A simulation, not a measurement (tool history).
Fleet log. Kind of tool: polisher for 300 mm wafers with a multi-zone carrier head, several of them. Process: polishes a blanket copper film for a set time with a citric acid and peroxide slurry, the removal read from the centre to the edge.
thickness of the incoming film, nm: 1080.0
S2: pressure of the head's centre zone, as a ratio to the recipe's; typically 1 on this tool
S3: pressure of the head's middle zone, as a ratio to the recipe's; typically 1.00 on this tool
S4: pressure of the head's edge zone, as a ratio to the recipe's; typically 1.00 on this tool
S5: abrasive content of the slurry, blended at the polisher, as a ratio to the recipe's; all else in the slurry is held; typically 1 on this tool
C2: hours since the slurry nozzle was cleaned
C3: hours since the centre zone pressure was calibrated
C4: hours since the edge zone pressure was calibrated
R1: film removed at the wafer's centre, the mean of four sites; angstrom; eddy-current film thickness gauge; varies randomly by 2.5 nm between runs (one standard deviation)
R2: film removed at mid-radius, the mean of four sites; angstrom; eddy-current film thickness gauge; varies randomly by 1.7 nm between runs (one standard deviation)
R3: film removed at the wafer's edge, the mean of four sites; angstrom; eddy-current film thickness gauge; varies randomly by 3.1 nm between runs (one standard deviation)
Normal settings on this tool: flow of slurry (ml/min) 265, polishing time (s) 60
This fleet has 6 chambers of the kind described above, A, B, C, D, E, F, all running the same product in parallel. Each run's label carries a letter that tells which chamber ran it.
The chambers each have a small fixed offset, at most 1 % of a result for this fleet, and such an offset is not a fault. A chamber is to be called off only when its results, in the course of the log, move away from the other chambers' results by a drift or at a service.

At day 0.100: chamber C: slurry nozzle cleaned.
Run 1B, day 0.254: usual settings; wafers polished on this pad 345; C2 274.7; C3 375.2; C4 539.7. Result: R1 2251.7 angstrom, R2 2231.5 angstrom, R3 2203.6 angstrom.
Run 2A, day 0.571: usual settings; wafers polished on this pad 554; C2 680.4; C3 637.9; C4 734.3. Result: R1 2228.5 angstrom, R2 2239.3 angstrom, R3 2292.5 angstrom.
Run 3D, day 0.775: usual settings; wafers polished on this pad 229; C2 372.8; C3 310.8; C4 287.4. Result: R1 2173.0 angstrom, R2 2227.7 angstrom, R3 2197.9 angstrom.
Run 4E, day 1.138: usual settings; wafers polished on this pad 436; C2 319.5; C3 533.8; C4 1265.6. Result: R1 2219.3 angstrom, R2 2196.7 angstrom, R3 2223.0 angstrom.
At day 1.404: chamber C: worn pad replaced by a new one.
At day 1.438: chamber A: worn pad replaced by a new one.
Run 5F, day 1.475: usual settings; wafers polished on this pad 563; C2 241.7; C3 486.4; C4 334.1. Result: R1 2227.9 angstrom, R2 2237.0 angstrom, R3 2252.0 angstrom.
At day 1.546: chamber B: worn pad replaced by a new one.
Run 6C, day 1.750: usual settings; wafers polished on this pad 64; C2 39.6; C3 88.9; C4 88.4. Result: R1 2221.4 angstrom, R2 2244.6 angstrom, R3 2249.2 angstrom.
At day 1.917: chamber E: worn pad replaced by a new one.
At day 1.983: chamber B: centre zone pressure recalibrated.
Run 7F, day 2.033: usual settings; wafers polished on this pad 666; C2 255.1; C3 499.8; C4 347.5. Result: R1 2248.6 angstrom, R2 2258.4 angstrom, R3 2223.3 angstrom.
Run 8D, day 2.338: usual settings; wafers polished on this pad 519; C2 410.3; C3 348.3; C4 324.9. Result: R1 2221.5 angstrom, R2 2216.7 angstrom, R3 2196.9 angstrom.
Run 9A, day 2.658: usual settings; wafers polished on this pad 227; C2 730.5; C3 688.0; C4 784.4. Result: R1 2220.2 angstrom, R2 2193.7 angstrom, R3 2253.9 angstrom.
At day 2.850: chamber D: worn pad replaced by a new one.
Run 10B, day 2.971: usual settings; wafers polished on this pad 264; C2 339.9; C3 23.7; C4 604.9. Result: R1 2201.9 angstrom, R2 2212.6 angstrom, R3 2262.9 angstrom.
Run 11E, day 3.204: usual settings but S3 0.94; wafers polished on this pad 238; C2 369.1; C3 583.4; C4 1315.2. Result: R1 2229.3 angstrom, R2 2092.2 angstrom, R3 2220.1 angstrom.
Run 12C, day 3.458: usual settings but S3 0.94; wafers polished on this pad 381; C2 80.6; C3 129.9; C4 129.4. Result: R1 2193.3 angstrom, R2 2118.9 angstrom, R3 2156.3 angstrom.
Run 13E, day 3.800: usual settings but S3 0.94; wafers polished on this pad 349; C2 383.4; C3 597.7; C4 1329.5. Result: R1 2181.8 angstrom, R2 2056.1 angstrom, R3 2169.4 angstrom.
Run 14B, day 4.025: usual settings but S3 0.94; wafers polished on this pad 460; C2 365.2; C3 49.0; C4 630.2. Result: R1 2225.5 angstrom, R2 2107.5 angstrom, R3 2208.7 angstrom.
Run 15A, day 4.200: usual settings but S3 0.94; wafers polished on this pad 513; C2 767.5; C3 725.0; C4 821.4. Result: R1 2179.3 angstrom, R2 2052.1 angstrom, R3 2257.7 angstrom.
At day 4.442: chamber B: worn pad replaced by a new one.
Run 16D, day 4.542: usual settings but S3 0.94; wafers polished on this pad 314; C2 463.2; C3 401.2; C4 377.8. Result: R1 2232.7 angstrom, R2 2131.2 angstrom, R3 2190.3 angstrom.
Run 17C, day 4.896: usual settings; wafers polished on this pad 648; C2 115.1; C3 164.4; C4 163.9. Result: R1 2206.1 angstrom, R2 2201.1 angstrom, R3 2248.7 angstrom.
Run 18F, day 5.200: usual settings; wafers polished on this pad 1254; C2 331.1; C3 575.8; C4 423.5. Result: R1 2214.5 angstrom, R2 2258.4 angstrom, R3 2203.0 angstrom.
At day 5.271: chamber E: centre zone pressure recalibrated.
Run 19C, day 5.379: usual settings; wafers polished on this pad 738; C2 126.7; C3 176.0; C4 175.5. Result: R1 2213.1 angstrom, R2 2198.7 angstrom, R3 2225.9 angstrom.
At day 5.533: chamber E: worn pad replaced by a new one.
Run 20D, day 5.633: usual settings; wafers polished on this pad 516; C2 489.4; C3 427.4; C4 404.0. Result: R1 2201.9 angstrom, R2 2223.3 angstrom, R3 2223.2 angstrom.
At day 5.646: chamber D: slurry nozzle cleaned.
At day 5.675: chamber F: worn pad replaced by a new one.
At day 5.683: chamber A: worn pad replaced by a new one.
Run 21B, day 5.904: usual settings; wafers polished on this pad 271; C2 410.3; C3 94.1; C4 675.3. Result: R1 2201.0 angstrom, R2 2213.9 angstrom, R3 2195.1 angstrom.
Run 22A, day 6.129: usual settings; wafers polished on this pad 83; C2 813.8; C3 771.3; C4 867.7. Result: R1 2198.2 angstrom, R2 2213.0 angstrom, R3 2236.8 angstrom.
Run 23F, day 6.300: usual settings; wafers polished on this pad 116; C2 357.5; C3 602.2; C4 449.9. Result: R1 2216.2 angstrom, R2 2229.5 angstrom, R3 2193.8 angstrom.
At day 6.488: chamber D: worn pad replaced by a new one.
Run 24E, day 6.592: usual settings; wafers polished on this pad 196; C2 450.4; C3 31.8; C4 1396.5. Result: R1 1904.8 angstrom, R2 2208.6 angstrom, R3 2153.1 angstrom.
Run 25F, day 6.783: usual settings but S4 0.88; wafers polished on this pad 206; C2 369.1; C3 613.8; C4 461.5. Result: R1 2232.6 angstrom, R2 2253.8 angstrom, R3 2084.3 angstrom.
Run 26C, day 7.088: usual settings but S4 0.88; wafers polished on this pad 1055; C2 167.7; C3 217.0; C4 216.5. Result: R1 2186.9 angstrom, R2 2189.4 angstrom, R3 2083.0 angstrom.
Run 27A, day 7.267: usual settings but S4 0.88; wafers polished on this pad 294; C2 841.1; C3 798.6; C4 895.0. Result: R1 2186.7 angstrom, R2 2196.1 angstrom, R3 2119.1 angstrom.
At day 7.417: chamber B: worn pad replaced by a new one.
Run 28E, day 7.517: usual settings but S4 0.88; wafers polished on this pad 368; C2 472.6; C3 54.0; C4 1418.7. Result: R1 1924.3 angstrom, R2 2216.6 angstrom, R3 2103.6 angstrom.
At day 7.833: chamber C: worn pad replaced by a new one.
Run 29D, day 7.846: usual settings but S4 0.88; wafers polished on this pad 252; C2 52.9; C3 480.5; C4 457.1. Result: R1 2214.9 angstrom, R2 2235.1 angstrom, R3 2053.4 angstrom.
At day 7.992: chamber A: slurry nozzle cleaned.
At day 8.062: chamber E: slurry nozzle cleaned.
Run 30B, day 8.067: usual settings but S4 0.88; wafers polished on this pad 120; C2 462.2; C3 146.0; C4 727.2. Result: R1 2201.0 angstrom, R2 2251.2 angstrom, R3 2114.3 angstrom.
At day 8.071: chamber F: centre zone pressure recalibrated.
Run 31C, day 8.325: usual settings; wafers polished on this pad 91; C2 197.4; C3 246.7; C4 246.2. Result: R1 2249.7 angstrom, R2 2211.5 angstrom, R3 2260.3 angstrom.
Run 32F, day 8.642: usual settings but S4 0.95, polishing time (s) 69; wafers polished on this pad 550; C2 413.7; C3 13.8; C4 506.1. Result: R1 2596.7 angstrom, R2 2607.0 angstrom, R3 2510.8 angstrom.
At day 8.721: chamber E: worn pad replaced by a new one.
Run 33B, day 8.879: usual settings but S4 0.95, polishing time (s) 69; wafers polished on this pad 271; C2 481.7; C3 165.5; C4 746.7. Result: R1 2518.2 angstrom, R2 2548.2 angstrom, R3 2482.7 angstrom.
Run 34A, day 9.179: usual settings but S4 0.95, polishing time (s) 69; wafers polished on this pad 649; C2 28.5; C3 844.5; C4 940.9. Result: R1 2571.7 angstrom, R2 2591.9 angstrom, R3 2498.1 angstrom.
Run 35D, day 9.508: usual settings but S4 0.95, polishing time (s) 69; wafers polished on this pad 560; C2 92.8; C3 520.4; C4 497.0. Result: R1 2584.4 angstrom, R2 2613.7 angstrom, R3 2534.4 angstrom.
Run 36E, day 9.800: usual settings but S4 0.95, polishing time (s) 69; wafers polished on this pad 200; C2 41.7; C3 108.8; C4 1473.5. Result: R1 2219.7 angstrom, R2 2517.7 angstrom, R3 2501.3 angstrom.
At day 10.017: chamber D: worn pad replaced by a new one.
Run 37F, day 10.108: usual settings but S4 0.95, polishing time (s) 69; wafers polished on this pad 823; C2 448.9; C3 49.0; C4 541.3. Result: R1 2594.7 angstrom, R2 2571.2 angstrom, R3 2450.8 angstrom.
Run 38D, day 10.354: usual settings but flow of slurry (ml/min) 335, S4 0.92; wafers polished on this pad 63; C2 113.1; C3 540.7; C4 517.3. Result: R1 2284.8 angstrom, R2 2309.0 angstrom, R3 2134.2 angstrom.
At day 10.392: chamber B: worn pad replaced by a new one.
Run 39E, day 10.579: usual settings but flow of slurry (ml/min) 335, S4 0.92; wafers polished on this pad 344; C2 60.4; C3 127.5; C4 1492.2. Result: R1 2010.7 angstrom, R2 2250.5 angstrom, R3 2141.2 angstrom.
Run 40B, day 10.758: usual settings but flow of slurry (ml/min) 335, S4 0.92; wafers polished on this pad 68; C2 526.8; C3 210.6; C4 791.8. Result: R1 2243.4 angstrom, R2 2278.6 angstrom, R3 2173.0 angstrom.
Run 41C, day 11.100: usual settings but flow of slurry (ml/min) 335, S4 0.92; wafers polished on this pad 606; C2 264.0; C3 313.3; C4 312.8. Result: R1 2236.3 angstrom, R2 2251.5 angstrom, R3 2148.0 angstrom.

One chamber off, gauge drift, or nothing amiss beyond the chambers' own small offsets? If it is a chamber, which one, and what is the likeliest cause?

Chamber E has stood off from the others ever since a service on it.
What lies behind it: centre zone's pressure below its setpoint, % = 11.8.

Which of the 4 candidates below, each the usual settings with something changed and its results left as question marks, puts chamber E back in line with what the other chambers give on the usual settings?
In-line tolerance around the mean of the other chambers on the usual settings: R1 86.0 angstrom; R2 58.0 angstrom; R3 110.0 angstrom
Run 42E-1, day 11.362: usual settings but flow of slurry (ml/min) 270, S2 1.05, S4 0.98. Result: R1 ?, R2 ?, R3 ?.
Run 42E-2, day 11.362: usual settings but flow of slurry (ml/min) 255, S2 0.89, S3 1.01, S4 1.04, polishing time (s) 59. Result: R1 ?, R2 ?, R3 ?.
Run 42E-3, day 11.362: usual settings but flow of slurry (ml/min) 275, S2 1.11, S3 0.99, S4 0.96, polishing time (s) 61. Result: R1 ?, R2 ?, R3 ?.
Run 42E-4, day 11.362: usual settings but flow of slurry (ml/min) 260, S2 0.94, S4 1.02. Result: R1 ?, R2 ?, R3 ?.

The other chambers' mean on the usual settings: R1 2215.2 angstrom; R2 2228.3 angstrom; R3 2215.0 angstrom
  run      R1      R2      R3
42E-1  2042.9  2216.5  2211.3
42E-2  1658.7  2187.1  2233.0
42E-3  2212.9  2236.6  2227.7
42E-4  1797.9  2208.3  2251.5
42E-3 brings the chamber back in line.
